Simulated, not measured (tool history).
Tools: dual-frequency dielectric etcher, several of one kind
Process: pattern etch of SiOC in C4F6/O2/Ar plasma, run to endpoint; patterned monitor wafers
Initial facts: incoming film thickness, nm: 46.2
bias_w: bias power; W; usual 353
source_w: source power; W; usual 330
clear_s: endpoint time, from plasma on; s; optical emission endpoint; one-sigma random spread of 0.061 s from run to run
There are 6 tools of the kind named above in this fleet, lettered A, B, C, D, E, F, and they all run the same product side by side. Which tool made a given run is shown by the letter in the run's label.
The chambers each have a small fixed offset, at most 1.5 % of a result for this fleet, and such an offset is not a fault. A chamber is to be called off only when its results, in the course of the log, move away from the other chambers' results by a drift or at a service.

run   hour  bias_w  source_w  hours since the last wet clean  hours since the last bias power generator calibration  hours since the last source power generator calibration  clear_s
 1A    4.4     353       330                            57.2                                                  399.4                                                   3608.4   19.145
 2E    7.6     353       330                            61.7                                                    420                                                   1171.4   18.957
 3D   11.2     353       330                           355.7                                                 1307.2                                                   2795.7   18.917
 4F   15.4     353       330                           198.7                                                 4273.5                                                   1314.5   18.902
 5B     21     353       330                           133.1                                                 1560.6                                                    639.5   18.831
 6C     24     353       300                           382.3                                                 1541.8                                                   3166.7   19.322
 7A   29.2     353       300                              82                                                  424.2                                                   3633.2   19.791
 8C     33     353       300                           391.3                                                 1550.8                                                   3175.7   19.478
      34.7  -- chamber C: source power generator calibrated
 9D   36.7     353       300                           381.2                                                 1332.7                                                   2821.2   19.556
10F   41.3     353       300                           224.6                                                 4299.4                                                   1340.4   19.554
11B   46.8     353       300                           158.9                                                 1586.4                                                    665.3   19.419
12E   50.4     353       330                           104.5                                                  462.8                                                   1214.2   19.194
13A   54.3     382       330                           107.1                                                  449.3                                                   3658.3   18.394
14C   59.5     382       330                           417.8                                                 1577.3                                                     24.8   18.182
15B   63.4     382       330                           175.5                                                   1603                                                    681.9   18.235
16E     69     382       330                           123.1                                                  481.4                                                   1232.8   18.511
17D   72.4     382       330                           416.9                                                 1368.4                                                   2856.9   18.345
18F     77     382       330                           260.3                                                 4335.1                                                   1376.1   18.323
19E   82.8     353       330                           136.9                                                  495.2                                                   1246.6   19.096
20D   88.3     353       330                           432.8                                                 1384.3                                                   2872.8   18.822
21F     91     353       330                           274.3                                                 4349.1                                                   1390.1   18.816
22B   95.1     353       330                           207.2                                                 1634.7                                                    713.6    18.84
23C   99.6     353       330                           457.9                                                 1617.4                                                     64.9   18.796
24A  104.6     353       330                           157.4                                                  499.6                                                   3708.6   19.034
25C  110.6     353       330                           468.9                                                 1628.4                                                     75.9   18.718
26F  114.3     353       330                           297.6                                                 4372.4                                                   1413.4     18.9
27E  119.7     353       330                           173.8                                                  532.1                                                   1283.5   19.203
28D  123.4     353       330                           467.9                                                 1419.4                                                   2907.9   18.793
29B  126.1     353       330                           238.2                                                 1665.7                                                    744.6   18.866
     127.7  -- chamber C: wet clean of the chamber
30A  129.8     322       300                           182.6                                                  524.8                                                   3733.8   20.502
31C  133.4     322       300                             5.8                                                 1651.2                                                     98.7   20.092
32B  136.5     322       300                           248.6                                                 1676.1                                                      755   20.177
33D  141.4     322       300                           485.9                                                 1437.4                                                   2925.9   20.157
34A  144.3     322       300                           197.1                                                  539.3                                                   3748.3    20.52
35F  147.2     322       300                           330.5                                                 4405.3                                                   1446.3   20.309
36E  152.4     353       330                           206.5                                                  564.8                                                   1316.2   19.051
37A    158     353       330                           210.8                                                    553                                                     3762   18.926
38C  162.4     353       330                            34.8                                                 1680.2                                                    127.7    18.87
39F  165.7     353       330                             349                                                 4423.8                                                   1464.8   18.874
40B  171.3     353       330                           283.4                                                 1710.9                                                    789.8   18.804

What goes on in this fleet: one chamber off, a drifting gauge, or nothing beyond the chambers' own small offsets? Name the chamber and the cause, if any.

No chamber is off and the gauge is stable; the differences are just each chamber's small, constant offset.
